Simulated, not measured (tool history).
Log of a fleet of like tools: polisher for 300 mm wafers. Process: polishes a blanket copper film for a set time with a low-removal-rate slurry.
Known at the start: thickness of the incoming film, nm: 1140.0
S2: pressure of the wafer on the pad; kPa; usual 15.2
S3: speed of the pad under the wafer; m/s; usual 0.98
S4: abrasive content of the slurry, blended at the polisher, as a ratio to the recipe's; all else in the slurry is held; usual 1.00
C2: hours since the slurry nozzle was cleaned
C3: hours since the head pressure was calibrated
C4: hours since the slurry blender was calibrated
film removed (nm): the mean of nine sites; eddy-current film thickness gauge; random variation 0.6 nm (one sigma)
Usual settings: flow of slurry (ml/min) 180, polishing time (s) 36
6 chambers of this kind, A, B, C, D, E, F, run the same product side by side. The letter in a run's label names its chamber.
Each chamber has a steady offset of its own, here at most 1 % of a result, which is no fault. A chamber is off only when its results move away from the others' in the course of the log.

{"run": "1F", "hour": 10.8, "flow of slurry (ml/min)": 180, "S2": 15.2, "S3": 0.98, "S4": 1.0, "polishing time (s)": 36, "wafers polished on this pad": 878, "C2": 584.6, "C3": 252.4, "C4": 141.9, "film removed (nm)": 94.911}
{"hour": 17.2, "done": "chamber F: worn pad replaced by a new one"}
{"run": "2C", "hour": 19.9, "flow of slurry (ml/min)": 180, "S2": 15.2, "S3": 0.98, "S4": 1.0, "polishing time (s)": 36, "wafers polished on this pad": 1337, "C2": 161.7, "C3": 218.8, "C4": 93.4, "film removed (nm)": 93.808}
{"hour": 20.3, "done": "chamber B: slurry nozzle cleaned"}
{"run": "3B", "hour": 27.0, "flow of slurry (ml/min)": 180, "S2": 15.2, "S3": 0.98, "S4": 1.0, "polishing time (s)": 36, "wafers polished on this pad": 692, "C2": 6.7, "C3": 278.5, "C4": 340.7, "film removed (nm)": 94.801}
{"hour": 29.7, "done": "chamber A: worn pad replaced by a new one"}
{"run": "4A", "hour": 34.9, "flow of slurry (ml/min)": 180, "S2": 15.2, "S3": 0.98, "S4": 1.0, "polishing time (s)": 36, "wafers polished on this pad": 76, "C2": 70.3, "C3": 381.7, "C4": 387.3, "film removed (nm)": 94.775}
{"hour": 35.0, "done": "chamber C: worn pad replaced by a new one"}
{"run": "5E", "hour": 42.6, "flow of slurry (ml/min)": 180, "S2": 15.2, "S3": 0.98, "S4": 1.0, "polishing time (s)": 36, "wafers polished on this pad": 1280, "C2": 583.9, "C3": 189.0, "C4": 246.8, "film removed (nm)": 94.112}
{"hour": 44.5, "done": "chamber E: worn pad replaced by a new one"}
{"run": "6D", "hour": 49.0, "flow of slurry (ml/min)": 180, "S2": 15.2, "S3": 0.98, "S4": 1.0, "polishing time (s)": 36, "wafers polished on this pad": 939, "C2": 195.7, "C3": 217.1, "C4": 366.3, "film removed (nm)": 94.295}
{"hour": 49.5, "done": "chamber D: worn pad replaced by a new one"}
{"hour": 56.3, "done": "chamber B: worn pad replaced by a new one"}
{"run": "7D", "hour": 57.0, "flow of slurry (ml/min)": 180, "S2": 11.0, "S3": 0.98, "S4": 1.0, "polishing time (s)": 36, "wafers polished on this pad": 110, "C2": 203.7, "C3": 225.1, "C4": 374.3, "film removed (nm)": 69.143}
{"hour": 66.6, "done": "chamber B: slurry blender recalibrated"}
{"run": "8F", "hour": 69.2, "flow of slurry (ml/min)": 180, "S2": 11.0, "S3": 0.98, "S4": 1.0, "polishing time (s)": 36, "wafers polished on this pad": 767, "C2": 643.0, "C3": 310.8, "C4": 200.3, "film removed (nm)": 68.955}
{"run": "9E", "hour": 75.1, "flow of slurry (ml/min)": 180, "S2": 11.0, "S3": 0.98, "S4": 1.0, "polishing time (s)": 36, "wafers polished on this pad": 451, "C2": 616.4, "C3": 221.5, "C4": 279.3, "film removed (nm)": 68.674}
{"hour": 78.7, "done": "chamber A: slurry blender recalibrated"}
{"run": "10B", "hour": 83.3, "flow of slurry (ml/min)": 180, "S2": 11.0, "S3": 0.98, "S4": 1.0, "polishing time (s)": 36, "wafers polished on this pad": 397, "C2": 63.0, "C3": 334.8, "C4": 16.8, "film removed (nm)": 68.719}
{"hour": 91.6, "done": "chamber F: worn pad replaced by a new one"}
{"run": "11A", "hour": 93.7, "flow of slurry (ml/min)": 180, "S2": 11.0, "S3": 0.98, "S4": 1.0, "polishing time (s)": 36, "wafers polished on this pad": 943, "C2": 129.1, "C3": 440.5, "C4": 15.1, "film removed (nm)": 69.533}
{"run": "12C", "hour": 99.3, "flow of slurry (ml/min)": 180, "S2": 11.0, "S3": 0.98, "S4": 1.0, "polishing time (s)": 36, "wafers polished on this pad": 948, "C2": 241.1, "C3": 298.2, "C4": 172.8, "film removed (nm)": 67.578}
{"run": "13D", "hour": 104.7, "flow of slurry (ml/min)": 180, "S2": 15.2, "S3": 0.98, "S4": 1.0, "polishing time (s)": 36, "wafers polished on this pad": 813, "C2": 251.4, "C3": 272.8, "C4": 422.0, "film removed (nm)": 94.842}
{"hour": 107.5, "done": "chamber A: worn pad replaced by a new one"}
{"hour": 108.7, "done": "chamber D: slurry blender recalibrated"}
{"hour": 113.7, "done": "chamber E: slurry blender recalibrated"}
{"run": "14A", "hour": 113.8, "flow of slurry (ml/min)": 180, "S2": 15.2, "S3": 0.98, "S4": 1.0, "polishing time (s)": 36, "wafers polished on this pad": 93, "C2": 149.2, "C3": 460.6, "C4": 35.2, "film removed (nm)": 94.78}
{"hour": 118.1, "done": "chamber B: worn pad replaced by a new one"}
{"run": "15F", "hour": 119.8, "flow of slurry (ml/min)": 180, "S2": 15.2, "S3": 0.98, "S4": 1.0, "polishing time (s)": 36, "wafers polished on this pad": 415, "C2": 693.6, "C3": 361.4, "C4": 250.9, "film removed (nm)": 94.781}
{"hour": 126.3, "done": "chamber D: worn pad replaced by a new one"}
{"hour": 128.6, "done": "chamber D: slurry nozzle cleaned"}
{"run": "16B", "hour": 130.9, "flow of slurry (ml/min)": 180, "S2": 15.2, "S3": 0.98, "S4": 1.0, "polishing time (s)": 36, "wafers polished on this pad": 188, "C2": 110.6, "C3": 382.4, "C4": 64.4, "film removed (nm)": 95.574}
{"hour": 133.5, "done": "chamber E: worn pad replaced by a new one"}
{"run": "17E", "hour": 139.5, "flow of slurry (ml/min)": 180, "S2": 15.2, "S3": 0.98, "S4": 1.0, "polishing time (s)": 36, "wafers polished on this pad": 89, "C2": 680.8, "C3": 285.9, "C4": 25.8, "film removed (nm)": 94.295}
{"hour": 140.5, "done": "chamber E: slurry nozzle cleaned"}
{"hour": 145.3, "done": "chamber F: slurry nozzle cleaned"}
{"run": "18C", "hour": 147.9, "flow of slurry (ml/min)": 180, "S2": 15.2, "S3": 0.98, "S4": 1.0, "polishing time (s)": 36, "wafers polished on this pad": 1664, "C2": 289.7, "C3": 346.8, "C4": 221.4, "film removed (nm)": 94.251}
{"hour": 148.0, "done": "chamber C: worn pad replaced by a new one"}
{"hour": 152.8, "done": "chamber F: worn pad replaced by a new one"}
{"run": "19A", "hour": 155.8, "flow of slurry (ml/min)": 180, "S2": 15.2, "S3": 0.98, "S4": 1.0, "polishing time (s)": 36, "wafers polished on this pad": 712, "C2": 191.2, "C3": 502.6, "C4": 77.2, "film removed (nm)": 95.428}
{"run": "20F", "hour": 162.1, "flow of slurry (ml/min)": 180, "S2": 18.6, "S3": 0.98, "S4": 1.25, "polishing time (s)": 36, "wafers polished on this pad": 137, "C2": 16.9, "C3": 403.7, "C4": 293.2, "film removed (nm)": 122.63}
{"run": "21B", "hour": 168.4, "flow of slurry (ml/min)": 180, "S2": 18.6, "S3": 0.98, "S4": 1.25, "polishing time (s)": 36, "wafers polished on this pad": 741, "C2": 148.1, "C3": 419.9, "C4": 101.9, "film removed (nm)": 123.5}
{"run": "22E", "hour": 175.4, "flow of slurry (ml/min)": 180, "S2": 18.6, "S3": 0.98, "S4": 1.25, "polishing time (s)": 36, "wafers polished on this pad": 618, "C2": 34.9, "C3": 321.8, "C4": 61.7, "film removed (nm)": 122.18}
{"hour": 180.5, "done": "chamber B: worn pad replaced by a new one"}
{"run": "23D", "hour": 187.8, "flow of slurry (ml/min)": 180, "S2": 18.6, "S3": 0.98, "S4": 1.25, "polishing time (s)": 36, "wafers polished on this pad": 906, "C2": 59.2, "C3": 355.9, "C4": 79.1, "film removed (nm)": 121.14}
{"hour": 191.6, "done": "chamber A: worn pad replaced by a new one"}
{"hour": 195.2, "done": "chamber C: slurry blender recalibrated"}
{"run": "24C", "hour": 199.1, "flow of slurry (ml/min)": 180, "S2": 18.6, "S3": 0.98, "S4": 1.25, "polishing time (s)": 36, "wafers polished on this pad": 753, "C2": 340.9, "C3": 398.0, "C4": 4.0, "film removed (nm)": 122.06}
{"hour": 203.6, "done": "chamber A: slurry nozzle cleaned"}
{"run": "25C", "hour": 206.6, "flow of slurry (ml/min)": 180, "S2": 18.6, "S3": 0.98, "S4": 1.25, "polishing time (s)": 36, "wafers polished on this pad": 864, "C2": 348.4, "C3": 405.5, "C4": 11.5, "film removed (nm)": 121.68}
{"hour": 208.9, "done": "chamber D: worn pad replaced by a new one"}
{"hour": 212.3, "done": "chamber F: worn pad replaced by a new one"}
{"hour": 213.8, "done": "chamber F: head pressure recalibrated"}
{"hour": 218.6, "done": "chamber E: worn pad replaced by a new one"}
{"run": "26F", "hour": 218.8, "flow of slurry (ml/min)": 180, "S2": 20.0, "S3": 1.3, "S4": 1.0, "polishing time (s)": 36, "wafers polished on this pad": 96, "C2": 73.6, "C3": 5.1, "C4": 349.9, "film removed (nm)": 172.17}
{"run": "27A", "hour": 230.3, "flow of slurry (ml/min)": 180, "S2": 20.0, "S3": 1.3, "S4": 1.0, "polishing time (s)": 36, "wafers polished on this pad": 571, "C2": 26.7, "C3": 577.1, "C4": 151.7, "film removed (nm)": 164.51}
{"run": "28D", "hour": 238.7, "flow of slurry (ml/min)": 180, "S2": 20.0, "S3": 1.3, "S4": 1.0, "polishing time (s)": 36, "wafers polished on this pad": 439, "C2": 110.1, "C3": 406.8, "C4": 130.0, "film removed (nm)": 164.93}
{"run": "29E", "hour": 244.6, "flow of slurry (ml/min)": 180, "S2": 20.0, "S3": 1.3, "S4": 1.0, "polishing time (s)": 36, "wafers polished on this pad": 383, "C2": 104.1, "C3": 391.0, "C4": 130.9, "film removed (nm)": 165.05}
{"hour": 245.3, "done": "chamber B: worn pad replaced by a new one"}
{"run": "30B", "hour": 250.4, "flow of slurry (ml/min)": 180, "S2": 20.0, "S3": 1.3, "S4": 1.0, "polishing time (s)": 36, "wafers polished on this pad": 75, "C2": 230.1, "C3": 501.9, "C4": 183.9, "film removed (nm)": 165.72}
{"hour": 251.6, "done": "chamber C: head pressure recalibrated"}
{"run": "31D", "hour": 257.2, "flow of slurry (ml/min)": 180, "S2": 20.0, "S3": 1.3, "S4": 1.0, "polishing time (s)": 36, "wafers polished on this pad": 712, "C2": 128.6, "C3": 425.3, "C4": 148.5, "film removed (nm)": 166.37}
{"hour": 260.1, "done": "chamber C: worn pad replaced by a new one"}
{"run": "32F", "hour": 266.7, "flow of slurry (ml/min)": 180, "S2": 15.2, "S3": 0.98, "S4": 1.0, "polishing time (s)": 36, "wafers polished on this pad": 802, "C2": 121.5, "C3": 53.0, "C4": 397.8, "film removed (nm)": 99.662}
{"hour": 271.7, "done": "chamber A: worn pad replaced by a new one"}
{"hour": 274.1, "done": "chamber F: worn pad replaced by a new one"}
{"run": "33B", "hour": 277.6, "flow of slurry (ml/min)": 180, "S2": 15.2, "S3": 0.98, "S4": 1.0, "polishing time (s)": 36, "wafers polished on this pad": 476, "C2": 257.3, "C3": 529.1, "C4": 211.1, "film removed (nm)": 94.367}
{"hour": 285.8, "done": "chamber D: worn pad replaced by a new one"}
{"run": "34C", "hour": 289.5, "flow of slurry (ml/min)": 180, "S2": 15.2, "S3": 0.98, "S4": 1.0, "polishing time (s)": 36, "wafers polished on this pad": 433, "C2": 431.3, "C3": 37.9, "C4": 94.4, "film removed (nm)": 94.752}
{"run": "35A", "hour": 295.0, "flow of slurry (ml/min)": 180, "S2": 15.2, "S3": 0.98, "S4": 1.0, "polishing time (s)": 36, "wafers polished on this pad": 344, "C2": 91.4, "C3": 641.8, "C4": 216.4, "film removed (nm)": 94.746}
{"run": "36E", "hour": 302.3, "flow of slurry (ml/min)": 180, "S2": 15.2, "S3": 0.98, "S4": 1.0, "polishing time (s)": 36, "wafers polished on this pad": 1233, "C2": 161.8, "C3": 448.7, "C4": 188.6, "film removed (nm)": 94.907}
{"run": "37A", "hour": 308.3, "flow of slurry (ml/min)": 180, "S2": 15.2, "S3": 0.98, "S4": 1.0, "polishing time (s)": 36, "wafers polished on this pad": 540, "C2": 104.7, "C3": 655.1, "C4": 229.7, "film removed (nm)": 94.053}
{"run": "38C", "hour": 318.7, "flow of slurry (ml/min)": 180, "S2": 15.2, "S3": 0.98, "S4": 1.0, "polishing time (s)": 36, "wafers polished on this pad": 863, "C2": 460.5, "C3": 67.1, "C4": 123.6, "film removed (nm)": 93.597}
{"hour": 319.2, "done": "chamber D: head pressure recalibrated"}
{"run": "39D", "hour": 330.9, "flow of slurry (ml/min)": 180, "S2": 15.2, "S3": 0.98, "S4": 1.0, "polishing time (s)": 36, "wafers polished on this pad": 664, "C2": 202.3, "C3": 11.8, "C4": 222.2, "film removed (nm)": 94.438}
{"hour": 338.4, "done": "chamber F: worn pad replaced by a new one"}
{"run": "40F", "hour": 342.7, "flow of slurry (ml/min)": 180, "S2": 15.2, "S3": 0.98, "S4": 1.0, "polishing time (s)": 36, "wafers polished on this pad": 64, "C2": 197.5, "C3": 129.0, "C4": 473.8, "film removed (nm)": 99.343}

Next, every chamber runs the same settings. What will each give?
{"run": "41A", "hour": 351.7, "flow of slurry (ml/min)": 180, "S2": 15.2, "S3": 1.16, "S4": 1.0, "polishing time (s)": 36, "film removed (nm)": "?"}
{"run": "41B", "hour": 351.7, "flow of slurry (ml/min)": 180, "S2": 15.2, "S3": 1.16, "S4": 1.0, "polishing time (s)": 36, "film removed (nm)": "?"}
{"run": "41C", "hour": 351.7, "flow of slurry (ml/min)": 180, "S2": 15.2, "S3": 1.16, "S4": 1.0, "polishing time (s)": 36, "film removed (nm)": "?"}
{"run": "41D", "hour": 351.7, "flow of slurry (ml/min)": 180, "S2": 15.2, "S3": 1.16, "S4": 1.0, "polishing time (s)": 36, "film removed (nm)": "?"}
{"run": "41E", "hour": 351.7, "flow of slurry (ml/min)": 180, "S2": 15.2, "S3": 1.16, "S4": 1.0, "polishing time (s)": 36, "film removed (nm)": "?"}
{"run": "41F", "hour": 351.7, "flow of slurry (ml/min)": 180, "S2": 15.2, "S3": 1.16, "S4": 1.0, "polishing time (s)": 36, "film removed (nm)": "?"}

run=41A film_removed_(nm)=111.770
run=41B film_removed_(nm)=112.750
run=41C film_removed_(nm)=111.200
run=41D film_removed_(nm)=111.990
run=41E film_removed_(nm)=113.270
run=41F film_removed_(nm)=118.650

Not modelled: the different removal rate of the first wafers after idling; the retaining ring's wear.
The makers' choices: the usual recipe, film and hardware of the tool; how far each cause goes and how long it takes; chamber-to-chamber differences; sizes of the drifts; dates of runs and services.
